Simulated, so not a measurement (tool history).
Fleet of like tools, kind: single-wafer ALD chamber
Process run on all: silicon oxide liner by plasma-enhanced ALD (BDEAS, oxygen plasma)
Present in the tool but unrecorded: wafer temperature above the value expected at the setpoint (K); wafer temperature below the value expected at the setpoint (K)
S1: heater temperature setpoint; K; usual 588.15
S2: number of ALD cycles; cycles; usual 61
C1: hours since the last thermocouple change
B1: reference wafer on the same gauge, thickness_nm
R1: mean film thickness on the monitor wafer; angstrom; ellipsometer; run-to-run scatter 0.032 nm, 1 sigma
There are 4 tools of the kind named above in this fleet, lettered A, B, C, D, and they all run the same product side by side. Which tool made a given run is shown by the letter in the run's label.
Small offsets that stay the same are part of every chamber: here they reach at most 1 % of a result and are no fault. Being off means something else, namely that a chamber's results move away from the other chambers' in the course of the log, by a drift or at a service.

run,hour,S1,S2,C1,B1,R1
1A,11.1,588.15,61,1354.8,5.237,54.642
2C,24.3,588.15,61,1543.4,5.2388,55.193
3B,36.9,588.15,61,1788.2,5.2427,55.93
4D,49.1,588.15,61,413.1,5.2431,55.274
# hour 58.8: chamber C: thermocouple changed; heater temperature recalibrated
5B,60.4,588.15,61,1811.7,5.2437,55.566
6A,68.9,588.15,61,1412.6,5.2407,54.987
7D,77.6,588.15,61,441.6,5.2404,54.839
8C,86.2,588.15,61,27.4,5.2346,54.951
9D,93.5,597.15,71,457.5,5.246,63.511
10B,104.6,597.15,71,1855.9,5.2415,63.65
11A,115.4,597.15,71,1459.1,5.238,63.879
12C,125.4,597.15,71,66.6,5.2383,63.599
13A,135.4,588.15,61,1479.1,5.2417,55.123
14C,147.3,588.15,61,88.5,5.2535,54.793
15D,157.9,588.15,61,521.9,5.2322,55.638
16B,167.2,588.15,61,1918.5,5.2379,54.838
# hour 170.5: chamber A: thermocouple changed; heater temperature recalibrated
17A,177.8,588.15,61,7.3,5.2408,55.229
18B,188,588.15,68,1939.3,5.2405,60.909
19D,198.3,588.15,68,562.3,5.2361,61.767
20C,210.3,588.15,68,151.5,5.2363,61.495
21A,219,588.15,68,48.5,5.2456,60.889
22B,225.3,588.15,61,1976.6,5.2379,55.267
23C,233.1,588.15,54,174.3,5.2441,48.695
# hour 235.6: chamber B: thermocouple changed; heater temperature recalibrated
24D,246.6,588.15,54,610.6,5.2347,49.055
25C,255.6,588.15,54,196.8,5.2385,48.56
26A,262,588.15,54,91.5,5.2365,49.134
27B,274.1,588.15,61,38.6,5.2397,55.499

All 4 chambers run these settings next. Forecast each chamber's results:
28A,283.9,588.15,69,,,?
28B,283.9,588.15,69,,,?
28C,283.9,588.15,69,,,?
28D,283.9,588.15,69,,,?

run,R1
28A,61.723
28B,62.993
28C,62.458
28D,62.724
